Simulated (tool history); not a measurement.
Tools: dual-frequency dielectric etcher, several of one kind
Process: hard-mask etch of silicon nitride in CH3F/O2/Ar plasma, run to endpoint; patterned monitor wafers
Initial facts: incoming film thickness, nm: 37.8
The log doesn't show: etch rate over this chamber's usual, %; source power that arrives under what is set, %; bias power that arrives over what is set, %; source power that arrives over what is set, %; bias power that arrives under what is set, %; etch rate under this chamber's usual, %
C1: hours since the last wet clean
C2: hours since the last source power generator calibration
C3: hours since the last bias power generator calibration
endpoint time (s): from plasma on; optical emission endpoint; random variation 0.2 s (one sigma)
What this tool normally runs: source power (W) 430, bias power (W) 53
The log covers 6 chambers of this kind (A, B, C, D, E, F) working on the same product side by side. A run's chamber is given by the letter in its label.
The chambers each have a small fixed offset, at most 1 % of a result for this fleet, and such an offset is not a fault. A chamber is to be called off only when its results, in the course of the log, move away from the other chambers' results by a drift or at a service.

{"run": "1C", "day": 0.408, "source power (W)": 430, "bias power (W)": 53, "C1": 315.7, "C2": 1512, "C3": 1863.2, "endpoint time (s)": 58.605}
{"run": "2D", "day": 0.875, "source power (W)": 430, "bias power (W)": 53, "C1": 359.4, "C2": 2051.5, "C3": 1047.3, "endpoint time (s)": 58.914}
{"run": "3F", "day": 1.108, "source power (W)": 430, "bias power (W)": 53, "C1": 344, "C2": 277.1, "C3": 3877.7, "endpoint time (s)": 59.101}
{"run": "4B", "day": 1.592, "source power (W)": 430, "bias power (W)": 53, "C1": 65.8, "C2": 1157.8, "C3": 916.8, "endpoint time (s)": 59.255}
{"run": "5A", "day": 1.817, "source power (W)": 430, "bias power (W)": 53, "C1": 380.6, "C2": 1217.9, "C3": 1117.9, "endpoint time (s)": 58.516}
{"run": "6E", "day": 2.05, "source power (W)": 430, "bias power (W)": 53, "C1": 445.2, "C2": 290.2, "C3": 2233.4, "endpoint time (s)": 58.394}
{"day": 2.125, "done": "chamber E: bias power generator calibrated"}
{"run": "7A", "day": 2.3, "source power (W)": 430, "bias power (W)": 53, "C1": 392.2, "C2": 1229.5, "C3": 1129.5, "endpoint time (s)": 59.14}
{"day": 2.367, "done": "chamber E: wet clean of the chamber"}
{"run": "8B", "day": 2.754, "source power (W)": 430, "bias power (W)": 53, "C1": 93.7, "C2": 1185.7, "C3": 944.7, "endpoint time (s)": 59.145}
{"run": "9F", "day": 3.046, "source power (W)": 360, "bias power (W)": 47, "C1": 390.5, "C2": 323.6, "C3": 3924.2, "endpoint time (s)": 65.535}
{"run": "10D", "day": 3.483, "source power (W)": 360, "bias power (W)": 47, "C1": 422, "C2": 2114.1, "C3": 1109.9, "endpoint time (s)": 65.798}
{"run": "11C", "day": 3.912, "source power (W)": 360, "bias power (W)": 47, "C1": 399.8, "C2": 1596.1, "C3": 1947.3, "endpoint time (s)": 65.341}
{"run": "12E", "day": 4.142, "source power (W)": 360, "bias power (W)": 47, "C1": 42.6, "C2": 340.4, "C3": 48.5, "endpoint time (s)": 65.168}
{"run": "13F", "day": 4.4, "source power (W)": 360, "bias power (W)": 47, "C1": 423, "C2": 356.1, "C3": 3956.7, "endpoint time (s)": 65.828}
{"run": "14C", "day": 4.9, "source power (W)": 360, "bias power (W)": 47, "C1": 423.5, "C2": 1619.8, "C3": 1971, "endpoint time (s)": 65.529}
{"run": "15A", "day": 5.192, "source power (W)": 430, "bias power (W)": 53, "C1": 461.6, "C2": 1298.9, "C3": 1198.9, "endpoint time (s)": 59.159}
{"run": "16D", "day": 5.646, "source power (W)": 430, "bias power (W)": 53, "C1": 473.9, "C2": 2166, "C3": 1161.8, "endpoint time (s)": 58.586}
{"run": "17E", "day": 6.104, "source power (W)": 430, "bias power (W)": 53, "C1": 89.7, "C2": 387.5, "C3": 95.6, "endpoint time (s)": 58.676}
{"run": "18B", "day": 6.517, "source power (W)": 430, "bias power (W)": 53, "C1": 184, "C2": 1276, "C3": 1035, "endpoint time (s)": 59.103}
{"day": 6.746, "done": "chamber D: wet clean of the chamber"}
{"run": "19C", "day": 6.908, "source power (W)": 430, "bias power (W)": 53, "C1": 471.7, "C2": 1668, "C3": 2019.2, "endpoint time (s)": 58.948}
{"run": "20E", "day": 7.158, "source power (W)": 430, "bias power (W)": 44, "C1": 115, "C2": 412.8, "C3": 120.9, "endpoint time (s)": 61.891}
{"run": "21B", "day": 7.554, "source power (W)": 430, "bias power (W)": 44, "C1": 208.9, "C2": 1300.9, "C3": 1059.9, "endpoint time (s)": 62.634}
{"day": 7.6, "done": "chamber A: wet clean of the chamber"}
{"run": "22D", "day": 8.042, "source power (W)": 430, "bias power (W)": 44, "C1": 31.1, "C2": 2223.5, "C3": 1219.3, "endpoint time (s)": 62.481}
{"run": "23A", "day": 8.304, "source power (W)": 430, "bias power (W)": 44, "C1": 16.9, "C2": 1373.6, "C3": 1273.6, "endpoint time (s)": 62.622}
{"run": "24F", "day": 8.679, "source power (W)": 430, "bias power (W)": 44, "C1": 525.7, "C2": 458.8, "C3": 4059.4, "endpoint time (s)": 63.118}
{"run": "25F", "day": 8.942, "source power (W)": 430, "bias power (W)": 44, "C1": 532, "C2": 465.1, "C3": 4065.7, "endpoint time (s)": 62.728}
{"run": "26A", "day": 9.417, "source power (W)": 430, "bias power (W)": 53, "C1": 43.6, "C2": 1400.3, "C3": 1300.3, "endpoint time (s)": 58.966}
{"run": "27B", "day": 9.712, "source power (W)": 430, "bias power (W)": 53, "C1": 260.7, "C2": 1352.7, "C3": 1111.7, "endpoint time (s)": 59.214}
{"run": "28C", "day": 10.1, "source power (W)": 430, "bias power (W)": 53, "C1": 548.3, "C2": 1744.6, "C3": 2095.8, "endpoint time (s)": 58.319}
{"run": "29D", "day": 10.404, "source power (W)": 430, "bias power (W)": 53, "C1": 87.8, "C2": 2280.2, "C3": 1276, "endpoint time (s)": 59.175}
{"run": "30E", "day": 10.625, "source power (W)": 430, "bias power (W)": 53, "C1": 198.2, "C2": 496, "C3": 204.1, "endpoint time (s)": 58.41}
{"run": "31D", "day": 10.967, "source power (W)": 430, "bias power (W)": 53, "C1": 101.3, "C2": 2293.7, "C3": 1289.5, "endpoint time (s)": 58.441}
{"run": "32B", "day": 11.367, "source power (W)": 430, "bias power (W)": 53, "C1": 300.4, "C2": 1392.4, "C3": 1151.4, "endpoint time (s)": 58.952}
{"run": "33C", "day": 11.754, "source power (W)": 430, "bias power (W)": 60, "C1": 588, "C2": 1784.3, "C3": 2135.5, "endpoint time (s)": 56.222}
{"run": "34E", "day": 12.2, "source power (W)": 430, "bias power (W)": 60, "C1": 236, "C2": 533.8, "C3": 241.9, "endpoint time (s)": 56.288}
{"run": "35F", "day": 12.675, "source power (W)": 430, "bias power (W)": 60, "C1": 621.6, "C2": 554.7, "C3": 4155.3, "endpoint time (s)": 57.142}
{"day": 12.992, "done": "chamber F: wet clean of the chamber"}
{"run": "36A", "day": 13.042, "source power (W)": 430, "bias power (W)": 60, "C1": 130.6, "C2": 1487.3, "C3": 1387.3, "endpoint time (s)": 56.507}
{"run": "37D", "day": 13.417, "source power (W)": 430, "bias power (W)": 60, "C1": 160.1, "C2": 2352.5, "C3": 1348.3, "endpoint time (s)": 56.734}
{"run": "38E", "day": 13.646, "source power (W)": 430, "bias power (W)": 60, "C1": 270.7, "C2": 568.5, "C3": 276.6, "endpoint time (s)": 56.518}
{"run": "39F", "day": 14.121, "source power (W)": 430, "bias power (W)": 53, "C1": 27.1, "C2": 589.4, "C3": 4190, "endpoint time (s)": 59.376}

Has any chamber moved away from the others, gradually or after a service, or does the common gauge drift, or do the chambers differ only by their own small steady offsets? State the chamber and the most likely cause if one applies.

Neither any chamber nor the gauge drifts; the chambers differ only by their own small, steady offsets.
